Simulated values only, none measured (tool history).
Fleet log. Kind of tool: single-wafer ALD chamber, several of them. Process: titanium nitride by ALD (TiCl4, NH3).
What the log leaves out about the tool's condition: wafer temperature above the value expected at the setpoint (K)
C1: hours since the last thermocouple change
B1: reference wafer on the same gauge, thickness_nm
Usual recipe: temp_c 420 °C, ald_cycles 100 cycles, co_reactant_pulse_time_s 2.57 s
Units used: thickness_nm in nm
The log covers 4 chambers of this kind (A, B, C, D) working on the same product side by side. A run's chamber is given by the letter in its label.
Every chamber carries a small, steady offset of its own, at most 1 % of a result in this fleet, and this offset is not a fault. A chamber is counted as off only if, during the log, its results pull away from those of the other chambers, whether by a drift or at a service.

{"run": "1A", "day": 0.383, "temp_c": 420, "ald_cycles": 100, "co_reactant_pulse_time_s": 2.57, "C1": 44.1, "B1": 2.3333, "thickness_nm": 2.2213}
{"run": "2D", "day": 0.692, "temp_c": 420, "ald_cycles": 100, "co_reactant_pulse_time_s": 2.57, "C1": 391.1, "B1": 2.3339, "thickness_nm": 2.2351}
{"run": "3B", "day": 1.112, "temp_c": 420, "ald_cycles": 100, "co_reactant_pulse_time_s": 2.57, "C1": 1297.1, "B1": 2.3306, "thickness_nm": 2.2397}
{"run": "4C", "day": 1.529, "temp_c": 420, "ald_cycles": 100, "co_reactant_pulse_time_s": 2.57, "C1": 307.4, "B1": 2.3328, "thickness_nm": 2.2279}
{"run": "5B", "day": 1.833, "temp_c": 420, "ald_cycles": 100, "co_reactant_pulse_time_s": 2.57, "C1": 1314.4, "B1": 2.3301, "thickness_nm": 2.2305}
{"run": "6C", "day": 2.171, "temp_c": 420, "ald_cycles": 100, "co_reactant_pulse_time_s": 2.57, "C1": 322.8, "B1": 2.3297, "thickness_nm": 2.2091}
{"run": "7D", "day": 2.671, "temp_c": 420, "ald_cycles": 100, "co_reactant_pulse_time_s": 2.57, "C1": 438.6, "B1": 2.3282, "thickness_nm": 2.2404}
{"run": "8A", "day": 3.062, "temp_c": 420, "ald_cycles": 100, "co_reactant_pulse_time_s": 2.57, "C1": 108.4, "B1": 2.3335, "thickness_nm": 2.2353}
{"run": "9B", "day": 3.304, "temp_c": 413, "ald_cycles": 100, "co_reactant_pulse_time_s": 2.57, "C1": 1349.7, "B1": 2.3307, "thickness_nm": 2.2455}
{"run": "10A", "day": 3.762, "temp_c": 413, "ald_cycles": 100, "co_reactant_pulse_time_s": 2.57, "C1": 125.2, "B1": 2.3271, "thickness_nm": 2.2293}
{"run": "11C", "day": 4.008, "temp_c": 413, "ald_cycles": 100, "co_reactant_pulse_time_s": 2.57, "C1": 366.9, "B1": 2.3295, "thickness_nm": 2.2142}
{"run": "12D", "day": 4.312, "temp_c": 413, "ald_cycles": 100, "co_reactant_pulse_time_s": 2.57, "C1": 478, "B1": 2.333, "thickness_nm": 2.2462}
{"run": "13B", "day": 4.729, "temp_c": 412, "ald_cycles": 100, "co_reactant_pulse_time_s": 2.57, "C1": 1383.9, "B1": 2.3314, "thickness_nm": 2.2444}
{"run": "14C", "day": 5.138, "temp_c": 412, "ald_cycles": 100, "co_reactant_pulse_time_s": 2.57, "C1": 394, "B1": 2.3295, "thickness_nm": 2.2092}
{"run": "15D", "day": 5.479, "temp_c": 412, "ald_cycles": 100, "co_reactant_pulse_time_s": 2.57, "C1": 506, "B1": 2.3326, "thickness_nm": 2.2411}
{"run": "16A", "day": 5.938, "temp_c": 412, "ald_cycles": 100, "co_reactant_pulse_time_s": 2.57, "C1": 177.4, "B1": 2.3277, "thickness_nm": 2.2343}
{"run": "17C", "day": 6.296, "temp_c": 420, "ald_cycles": 100, "co_reactant_pulse_time_s": 2.57, "C1": 421.8, "B1": 2.327, "thickness_nm": 2.2178}
{"run": "18B", "day": 6.588, "temp_c": 420, "ald_cycles": 93, "co_reactant_pulse_time_s": 2.25, "C1": 1428.5, "B1": 2.3277, "thickness_nm": 2.0821}
{"run": "19A", "day": 7.029, "temp_c": 420, "ald_cycles": 93, "co_reactant_pulse_time_s": 2.25, "C1": 203.6, "B1": 2.3288, "thickness_nm": 2.0741}
{"run": "20D", "day": 7.433, "temp_c": 420, "ald_cycles": 93, "co_reactant_pulse_time_s": 2.25, "C1": 552.9, "B1": 2.3304, "thickness_nm": 2.0711}
{"run": "21C", "day": 7.771, "temp_c": 420, "ald_cycles": 93, "co_reactant_pulse_time_s": 2.25, "C1": 457.2, "B1": 2.3318, "thickness_nm": 2.0558}
{"run": "22B", "day": 8.138, "temp_c": 420, "ald_cycles": 100, "co_reactant_pulse_time_s": 2.57, "C1": 1465.7, "B1": 2.3309, "thickness_nm": 2.2467}
{"run": "23A", "day": 8.529, "temp_c": 420, "ald_cycles": 100, "co_reactant_pulse_time_s": 2.57, "C1": 239.6, "B1": 2.3296, "thickness_nm": 2.2416}
{"run": "24D", "day": 8.875, "temp_c": 420, "ald_cycles": 100, "co_reactant_pulse_time_s": 2.57, "C1": 587.5, "B1": 2.3264, "thickness_nm": 2.2582}
{"run": "25C", "day": 9.279, "temp_c": 420, "ald_cycles": 109, "co_reactant_pulse_time_s": 2.57, "C1": 493.4, "B1": 2.333, "thickness_nm": 2.4222}
{"run": "26B", "day": 9.733, "temp_c": 420, "ald_cycles": 109, "co_reactant_pulse_time_s": 2.57, "C1": 1504, "B1": 2.3295, "thickness_nm": 2.458}

For the next run the whole fleet of 4 chambers uses the same settings. Give each chamber's results:
{"run": "27A", "day": 10.096, "temp_c": 420, "ald_cycles": 100, "co_reactant_pulse_time_s": 2.07, "thickness_nm": "?"}
{"run": "27B", "day": 10.096, "temp_c": 420, "ald_cycles": 100, "co_reactant_pulse_time_s": 2.07, "thickness_nm": "?"}
{"run": "27C", "day": 10.096, "temp_c": 420, "ald_cycles": 100, "co_reactant_pulse_time_s": 2.07, "thickness_nm": "?"}
{"run": "27D", "day": 10.096, "temp_c": 420, "ald_cycles": 100, "co_reactant_pulse_time_s": 2.07, "thickness_nm": "?"}

run=27A thickness_nm=2.2125
run=27B thickness_nm=2.237
run=27C thickness_nm=2.2093
run=27D thickness_nm=2.2232
